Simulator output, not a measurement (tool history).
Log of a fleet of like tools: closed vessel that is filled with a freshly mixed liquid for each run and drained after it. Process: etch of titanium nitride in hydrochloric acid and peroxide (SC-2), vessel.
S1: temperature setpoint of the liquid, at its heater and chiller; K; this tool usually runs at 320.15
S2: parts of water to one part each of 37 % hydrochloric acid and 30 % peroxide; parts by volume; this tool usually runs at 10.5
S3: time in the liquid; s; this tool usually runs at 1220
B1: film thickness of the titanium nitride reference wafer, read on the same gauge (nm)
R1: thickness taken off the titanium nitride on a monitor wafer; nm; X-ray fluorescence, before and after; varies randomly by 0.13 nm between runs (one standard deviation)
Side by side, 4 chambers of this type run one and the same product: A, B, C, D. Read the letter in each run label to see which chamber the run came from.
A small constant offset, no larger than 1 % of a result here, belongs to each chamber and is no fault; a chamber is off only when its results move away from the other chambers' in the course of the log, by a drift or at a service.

{"run": "1B", "day": 0.142, "S1": 320.15, "S2": 10.5, "S3": 1220, "B1": 50, "R1": 15.38}
{"run": "2C", "day": 0.383, "S1": 320.15, "S2": 10.5, "S3": 1220, "B1": 49.966, "R1": 15.078}
{"run": "3D", "day": 0.646, "S1": 320.15, "S2": 10.5, "S3": 1220, "B1": 49.99, "R1": 15.275}
{"run": "4A", "day": 0.808, "S1": 320.15, "S2": 10.5, "S3": 1220, "B1": 50.025, "R1": 15.144}
{"run": "5C", "day": 1.0, "S1": 320.15, "S2": 6, "S3": 1220, "B1": 49.974, "R1": 24.043}
{"run": "6B", "day": 1.308, "S1": 320.15, "S2": 6, "S3": 1220, "B1": 50.008, "R1": 23.374}
{"run": "7A", "day": 1.612, "S1": 320.15, "S2": 6, "S3": 1220, "B1": 50.018, "R1": 23.053}
{"run": "8D", "day": 1.754, "S1": 320.15, "S2": 6, "S3": 1220, "B1": 50.004, "R1": 23.92}
{"run": "9B", "day": 2.062, "S1": 320.15, "S2": 10.5, "S3": 1220, "B1": 49.974, "R1": 15.106}
{"run": "10A", "day": 2.283, "S1": 320.15, "S2": 10.5, "S3": 1220, "B1": 50.024, "R1": 15.156}
{"run": "11C", "day": 2.517, "S1": 320.15, "S2": 15, "S3": 900, "B1": 49.996, "R1": 8.1791}
{"run": "12D", "day": 2.708, "S1": 320.15, "S2": 15, "S3": 900, "B1": 49.984, "R1": 8.2124}
{"run": "13D", "day": 2.979, "S1": 320.15, "S2": 15, "S3": 900, "B1": 50.005, "R1": 8.2853}
{"run": "14B", "day": 3.3, "S1": 320.15, "S2": 15, "S3": 900, "B1": 49.993, "R1": 8.3218}
{"run": "15A", "day": 3.446, "S1": 320.15, "S2": 10.5, "S3": 1220, "B1": 49.991, "R1": 15.389}
{"run": "16C", "day": 3.633, "S1": 320.15, "S2": 10.5, "S3": 1220, "B1": 49.978, "R1": 14.906}
{"run": "17C", "day": 3.929, "S1": 320.15, "S2": 10.5, "S3": 1220, "B1": 49.962, "R1": 15.055}
{"run": "18D", "day": 4.212, "S1": 320.15, "S2": 6, "S3": 1220, "B1": 50.017, "R1": 24.091}
{"run": "19A", "day": 4.508, "S1": 320.15, "S2": 6, "S3": 1220, "B1": 50.004, "R1": 24.659}
{"run": "20B", "day": 4.692, "S1": 320.15, "S2": 6, "S3": 1220, "B1": 49.98, "R1": 23.593}
{"run": "21C", "day": 5.0, "S1": 320.15, "S2": 6, "S3": 1220, "B1": 50.017, "R1": 23.601}
{"run": "22A", "day": 5.179, "S1": 320.15, "S2": 10.5, "S3": 1220, "B1": 49.997, "R1": 16.166}
{"run": "23B", "day": 5.379, "S1": 320.15, "S2": 10.5, "S3": 1220, "B1": 49.992, "R1": 15.111}
{"run": "24D", "day": 5.658, "S1": 325.15, "S2": 10.5, "S3": 590, "B1": 50.006, "R1": 10.412}
{"run": "25C", "day": 5.817, "S1": 325.15, "S2": 10.5, "S3": 590, "B1": 49.993, "R1": 10.211}
{"run": "26A", "day": 6.088, "S1": 325.15, "S2": 10.5, "S3": 590, "B1": 49.992, "R1": 11.117}
{"run": "27B", "day": 6.321, "S1": 325.15, "S2": 10.5, "S3": 590, "B1": 49.988, "R1": 10.159}
{"run": "28D", "day": 6.467, "S1": 320.15, "S2": 10.5, "S3": 1220, "B1": 49.965, "R1": 15.299}

Predict what each chamber gives when all 4 of them run the settings below next.
{"run": "29A", "day": 6.7, "S1": 320.15, "S2": 10.5, "S3": 1775, "R1": "?"}
{"run": "29B", "day": 6.7, "S1": 320.15, "S2": 10.5, "S3": 1775, "R1": "?"}
{"run": "29C", "day": 6.7, "S1": 320.15, "S2": 10.5, "S3": 1775, "R1": "?"}
{"run": "29D", "day": 6.7, "S1": 320.15, "S2": 10.5, "S3": 1775, "R1": "?"}

run=29A R1=24.423
run=29B R1=22.338
run=29C R1=21.96
run=29D R1=22.161
